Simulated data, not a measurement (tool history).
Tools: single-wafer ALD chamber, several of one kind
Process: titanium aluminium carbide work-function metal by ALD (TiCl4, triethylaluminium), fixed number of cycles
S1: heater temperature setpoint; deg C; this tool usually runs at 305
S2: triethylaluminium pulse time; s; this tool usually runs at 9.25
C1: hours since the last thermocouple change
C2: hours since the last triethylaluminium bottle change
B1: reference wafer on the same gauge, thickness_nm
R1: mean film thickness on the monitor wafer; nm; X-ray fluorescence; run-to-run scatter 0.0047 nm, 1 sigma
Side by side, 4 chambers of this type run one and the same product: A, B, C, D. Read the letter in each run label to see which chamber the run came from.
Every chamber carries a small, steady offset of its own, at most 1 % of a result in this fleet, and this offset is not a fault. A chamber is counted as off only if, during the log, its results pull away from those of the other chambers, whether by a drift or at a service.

{"run": "1C", "hour": 6.1, "S1": 305, "S2": 9.25, "C1": 189.7, "C2": 300.6, "B1": 1.9811, "R1": 2.0277}
{"run": "2D", "hour": 11.8, "S1": 305, "S2": 9.25, "C1": 880.1, "C2": 683, "B1": 1.9801, "R1": 2.0178}
{"run": "3B", "hour": 15.0, "S1": 305, "S2": 9.25, "C1": 232.4, "C2": 876.4, "B1": 1.9798, "R1": 2.0038}
{"run": "4A", "hour": 20.0, "S1": 305, "S2": 9.25, "C1": 662.8, "C2": 1297.5, "B1": 1.9797, "R1": 2.0288}
{"hour": 23.3, "done": "chamber B: triethylaluminium bottle replaced"}
{"run": "5B", "hour": 25.5, "S1": 305, "S2": 9.25, "C1": 242.9, "C2": 2.3, "B1": 1.9805, "R1": 2.0079}
{"run": "6C", "hour": 28.4, "S1": 305, "S2": 9.25, "C1": 212, "C2": 322.9, "B1": 1.9799, "R1": 2.0275}
{"run": "7D", "hour": 33.6, "S1": 305, "S2": 9.25, "C1": 901.9, "C2": 704.8, "B1": 1.9792, "R1": 2.0246}
{"run": "8A", "hour": 39.3, "S1": 305, "S2": 9.25, "C1": 682.1, "C2": 1316.8, "B1": 1.9802, "R1": 2.0309}
{"run": "9A", "hour": 45.5, "S1": 305, "S2": 9.25, "C1": 688.3, "C2": 1323, "B1": 1.9802, "R1": 2.0296}
{"run": "10D", "hour": 48.8, "S1": 305, "S2": 9.25, "C1": 917.1, "C2": 720, "B1": 1.98, "R1": 2.028}
{"run": "11B", "hour": 53.9, "S1": 305, "S2": 9.25, "C1": 271.3, "C2": 30.7, "B1": 1.9796, "R1": 2.0099}
{"run": "12C", "hour": 57.6, "S1": 305, "S2": 9.25, "C1": 241.2, "C2": 352.1, "B1": 1.9793, "R1": 2.0227}
{"run": "13D", "hour": 61.2, "S1": 305, "S2": 9.25, "C1": 929.5, "C2": 732.4, "B1": 1.9806, "R1": 2.022}
{"hour": 61.7, "done": "chamber D: thermocouple changed; heater temperature recalibrated"}
{"run": "14B", "hour": 64.3, "S1": 305, "S2": 9.25, "C1": 281.7, "C2": 41.1, "B1": 1.9802, "R1": 2.0115}
{"run": "15A", "hour": 67.5, "S1": 305, "S2": 9.25, "C1": 710.3, "C2": 1345, "B1": 1.9799, "R1": 2.0327}
{"run": "16C", "hour": 73.0, "S1": 305, "S2": 9.25, "C1": 256.6, "C2": 367.5, "B1": 1.9801, "R1": 2.0263}
{"run": "17C", "hour": 76.8, "S1": 305, "S2": 9.25, "C1": 260.4, "C2": 371.3, "B1": 1.9805, "R1": 2.0181}
{"run": "18B", "hour": 82.5, "S1": 305, "S2": 9.25, "C1": 299.9, "C2": 59.3, "B1": 1.9808, "R1": 2.0092}
{"run": "19D", "hour": 87.4, "S1": 305, "S2": 9.25, "C1": 25.7, "C2": 758.6, "B1": 1.9796, "R1": 2.0683}
{"run": "20A", "hour": 93.4, "S1": 305, "S2": 9.25, "C1": 736.2, "C2": 1370.9, "B1": 1.98, "R1": 2.0211}
{"run": "21C", "hour": 97.9, "S1": 319, "S2": 12.14, "C1": 281.5, "C2": 392.4, "B1": 1.98, "R1": 2.2078}
{"run": "22A", "hour": 101.4, "S1": 319, "S2": 12.14, "C1": 744.2, "C2": 1378.9, "B1": 1.9795, "R1": 2.2073}
{"run": "23B", "hour": 106.1, "S1": 319, "S2": 12.14, "C1": 323.5, "C2": 82.9, "B1": 1.9796, "R1": 2.1886}
{"run": "24D", "hour": 109.5, "S1": 319, "S2": 12.14, "C1": 47.8, "C2": 780.7, "B1": 1.9803, "R1": 2.2378}
{"run": "25B", "hour": 115.8, "S1": 305, "S2": 9.25, "C1": 333.2, "C2": 92.6, "B1": 1.9796, "R1": 2.0085}

The same settings go to every chamber for the next run, one line per chamber below. Forecast the results for each:
{"run": "26A", "hour": 120.4, "S1": 296, "S2": 9.25, "R1": "?"}
{"run": "26B", "hour": 120.4, "S1": 296, "S2": 9.25, "R1": "?"}
{"run": "26C", "hour": 120.4, "S1": 296, "S2": 9.25, "R1": "?"}
{"run": "26D", "hour": 120.4, "S1": 296, "S2": 9.25, "R1": "?"}

run=26A R1=1.9502
run=26B R1=1.9342
run=26C R1=1.9581
run=26D R1=1.9733
